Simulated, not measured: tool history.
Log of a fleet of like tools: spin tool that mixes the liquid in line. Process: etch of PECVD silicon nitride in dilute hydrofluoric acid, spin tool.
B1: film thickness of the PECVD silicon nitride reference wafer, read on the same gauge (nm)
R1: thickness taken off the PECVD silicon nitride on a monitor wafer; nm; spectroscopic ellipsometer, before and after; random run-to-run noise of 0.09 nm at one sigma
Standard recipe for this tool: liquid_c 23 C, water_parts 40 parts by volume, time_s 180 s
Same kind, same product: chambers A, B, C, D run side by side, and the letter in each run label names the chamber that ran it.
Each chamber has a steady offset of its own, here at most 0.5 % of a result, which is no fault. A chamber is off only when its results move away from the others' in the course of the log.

Run 1A, day 0.304: usual settings; B1 110.03. Result: R1 20.9240 nm.
Run 2C, day 0.562: usual settings; B1 110.01. Result: R1 20.8950 nm.
Run 3B, day 0.804: usual settings; B1 110.03. Result: R1 20.7800 nm.
Run 4D, day 1.125: usual settings; B1 109.98. Result: R1 20.7060 nm.
Run 5D, day 1.308: usual settings; B1 110.00. Result: R1 20.8520 nm.
Run 6A, day 1.608: usual settings; B1 110.02. Result: R1 20.8090 nm.
Run 7C, day 1.792: usual settings; B1 109.98. Result: R1 20.8950 nm.
Run 8B, day 2.083: usual settings; B1 110.00. Result: R1 20.9660 nm.
Run 9D, day 2.433: usual settings; B1 110.01. Result: R1 20.7410 nm.
Run 10C, day 2.700: usual settings; B1 110.05. Result: R1 20.9580 nm.
Run 11B, day 3.042: usual settings; B1 109.99. Result: R1 21.0580 nm.
Run 12A, day 3.333: usual settings but water_parts 55 parts by volume, time_s 80 s; B1 110.03. Result: R1 6.8704 nm.
Run 13D, day 3.538: usual settings but water_parts 55 parts by volume, time_s 80 s; B1 110.03. Result: R1 6.7905 nm.
Run 14C, day 3.800: usual settings but water_parts 55 parts by volume, time_s 80 s; B1 110.00. Result: R1 6.7586 nm.
Run 15A, day 4.100: usual settings but water_parts 55 parts by volume, time_s 80 s; B1 109.99. Result: R1 6.8961 nm.
Run 16B, day 4.271: usual settings; B1 109.99. Result: R1 21.0700 nm.
Run 17C, day 4.450: usual settings; B1 109.97. Result: R1 20.6690 nm.
Run 18B, day 4.662: usual settings; B1 109.99. Result: R1 21.0070 nm.
Run 19D, day 5.017: usual settings; B1 109.97. Result: R1 21.1720 nm.
Run 20A, day 5.275: usual settings; B1 109.99. Result: R1 20.7500 nm.
Run 21D, day 5.579: usual settings; B1 110.03. Result: R1 21.3880 nm.
Run 22C, day 5.758: usual settings but water_parts 30 parts by volume, time_s 280 s; B1 110.00. Result: R1 42.8150 nm.
Run 23B, day 6.100: usual settings but water_parts 30 parts by volume, time_s 280 s; B1 110.00. Result: R1 42.9700 nm.
Run 24A, day 6.325: usual settings but water_parts 30 parts by volume, time_s 280 s; B1 110.04. Result: R1 42.7100 nm.
Run 25B, day 6.588: usual settings but water_parts 30 parts by volume, time_s 280 s; B1 110.02. Result: R1 42.7810 nm.
Run 26D, day 6.933: usual settings; B1 109.97. Result: R1 21.7990 nm.

Has any chamber moved away from the others, gradually or after a service, or does the common gauge drift, or do the chambers differ only by their own small steady offsets? State the chamber and the most likely cause if one applies.

It is chamber D that slowly wanders off from its peers.
Cause: liquid hotter than its thermometer reads (K) = 0.642.
With only this log, it may be confused with: hydrofluoric acid flow above the setpoint (%).

Below are 4 candidate recipes for chamber D's next run, each the usual settings with a change, their results shown as question marks. Which of them brings D's results back in line with what the other chambers give on the usual settings?
In line means no further than this from the other chambers' mean on the usual settings: R1 0.3200 nm
Run 27D-1, day 7.183: usual settings but liquid_c 24.0 C. Result: R1 ?.
Run 27D-2, day 7.183: usual settings but liquid_c 23.5 C. Result: R1 ?.
Run 27D-3, day 7.183: usual settings but liquid_c 22.0 C. Result: R1 ?.
Run 27D-4, day 7.183: usual settings but liquid_c 22.5 C. Result: R1 ?.

Mean of the other chambers on the usual settings: R1 20.9030 nm
  run       R1
27D-1  23.2430
27D-2  22.4710
27D-3  20.2900
27D-4  20.9950
Change 27D-4 lands the chamber within the allowed miss of the other chambers.
